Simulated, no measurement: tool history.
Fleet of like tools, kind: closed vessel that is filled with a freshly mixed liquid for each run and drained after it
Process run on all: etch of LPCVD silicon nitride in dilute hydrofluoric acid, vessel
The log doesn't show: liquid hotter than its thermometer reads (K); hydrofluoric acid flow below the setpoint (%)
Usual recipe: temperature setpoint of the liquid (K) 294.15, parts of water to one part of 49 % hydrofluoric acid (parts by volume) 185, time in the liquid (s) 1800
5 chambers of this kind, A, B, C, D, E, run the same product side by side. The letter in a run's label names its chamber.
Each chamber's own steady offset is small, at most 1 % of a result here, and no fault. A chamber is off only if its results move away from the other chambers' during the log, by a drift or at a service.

run   hour  temperature setpoint of the liquid (K)  parts of water to one part of 49 % hydrofluoric acid (parts by volume)  time in the liquid (s)  hours since the thermometer was replaced  hours since the hydrofluoric acid flow meter was replaced  read-back film thickness of the LPCVD silicon nitride reference wafer, read on the same gauge (nm)  thickness taken off the LPCVD silicon nitride on a monitor wafer (angstrom)
 1D    4.4                                  294.15                                                                     185                    1800                                    1273.2                                                      584.8                                                                                              89.961                                                                       42.673
 2B    9.8                                  294.15                                                                     185                    1800                                      17.2                                                      494.5                                                                                              90.006                                                                       41.588
 3C   17.6                                  294.15                                                                     185                    1800                                     325.6                                                       1433                                                                                              89.996                                                                       41.571
 4A   22.7                                  294.15                                                                     185                    1800                                     580.7                                                      253.7                                                                                              89.977                                                                       41.436
 5E   27.3                                  297.15                                                                     185                     980                                    1572.5                                                      373.2                                                                                              89.985                                                                       27.639
 6B   32.6                                  297.15                                                                     185                     980                                        40                                                      517.3                                                                                              89.994                                                                       27.627
 7C   41.2                                  297.15                                                                     185                     980                                     349.2                                                     1456.6                                                                                              89.985                                                                       27.693
 8E   48.5                                  297.15                                                                     185                     980                                    1593.7                                                      394.4                                                                                              89.998                                                                       27.579
 9D   56.3                                  297.15                                                                     185                     980                                    1325.1                                                      636.7                                                                                              89.977                                                                       27.766
10A   61.3                                  297.15                                                                     185                    1800                                     619.3                                                      292.3                                                                                                  90                                                                       50.424
11A     68                                  297.15                                                                     185                    1800                                       626                                                        299                                                                                                  90                                                                       50.684
12B     76                                  297.15                                                                     185                    1800                                      83.4                                                      560.7                                                                                              89.981                                                                       50.852
13E   81.9                                  297.15                                                                     185                    1800                                    1627.1                                                      427.8                                                                                              89.985                                                                       50.977
14D   87.3                                  297.15                                                                     185                    1800                                    1356.1                                                      667.7                                                                                              89.979                                                                       50.858
15C   94.2                                  294.15                                                                     185                    1800                                     402.2                                                     1509.6                                                                                              90.022                                                                       42.277
16D  101.7                                  294.15                                                                     185                    1800                                    1370.5                                                      682.1                                                                                              89.992                                                                       42.146
17E  107.6                                  294.15                                                                     185                    1800                                    1652.8                                                      453.5                                                                                              89.991                                                                        41.95
18B    112                                  294.15                                                                     185                    1800                                     119.4                                                      596.7                                                                                                  90                                                                       42.028
19C  116.8                                  294.15                                                                     185                    1800                                     424.8                                                     1532.2                                                                                              89.991                                                                       43.048
20A  120.8                                  294.15                                                                     185                    1800                                     678.8                                                      351.8                                                                                              89.951                                                                       41.504
21E    129                                  294.15                                                                     185                    1800                                    1674.2                                                      474.9                                                                                               89.98                                                                       41.931
22B  137.2                                  294.15                                                                     185                    1800                                     144.6                                                      621.9                                                                                              90.014                                                                       41.291
23C  143.4                                  294.15                                                                     185                    1800                                     451.4                                                     1558.8                                                                                              89.958                                                                       43.049
24D  148.1                                  294.15                                                                     185                    1800                                    1416.9                                                      728.5                                                                                              89.996                                                                       42.082
25A  152.3                                  294.15                                                                     185                    1800                                     710.3                                                      383.3                                                                                              89.997                                                                       41.293
26E  158.4                                  294.15                                                                     185                    1800                                    1703.6                                                      504.3                                                                                              90.001                                                                       41.919
27C  163.3                                  294.15                                                                     185                    2820                                     471.3                                                     1578.7                                                                                              89.997                                                                       67.757
28D  168.4                                  294.15                                                                     185                    2820                                    1437.2                                                      748.8                                                                                               90.02                                                                       65.712
29B  175.1                                  294.15                                                                     185                    2820                                     182.5                                                      659.8                                                                                              90.018                                                                       65.204
30A  182.5                                  294.15                                                                     185                    2820                                     740.5                                                      413.5                                                                                              89.945                                                                       65.327

The same settings go to every chamber for the next run, one line per chamber below. Forecast the results for each:
31A  188.9                                  290.15                                                                     185                    1800                                                                                                                                                                                                                                                                                     ?
31B  188.9                                  290.15                                                                     185                    1800                                                                                                                                                                                                                                                                                     ?
31C  188.9                                  290.15                                                                     185                    1800                                                                                                                                                                                                                                                                                     ?
31D  188.9                                  290.15                                                                     185                    1800                                                                                                                                                                                                                                                                                     ?
31E  188.9                                  290.15                                                                     185                    1800                                                                                                                                                                                                                                                                                     ?

run  thickness taken off the LPCVD silicon nitride on a monitor wafer (angstrom)
31A                                                                       31.874
31B                                                                        31.76
31C                                                                       33.188
31D                                                                       32.096
31E                                                                       32.174
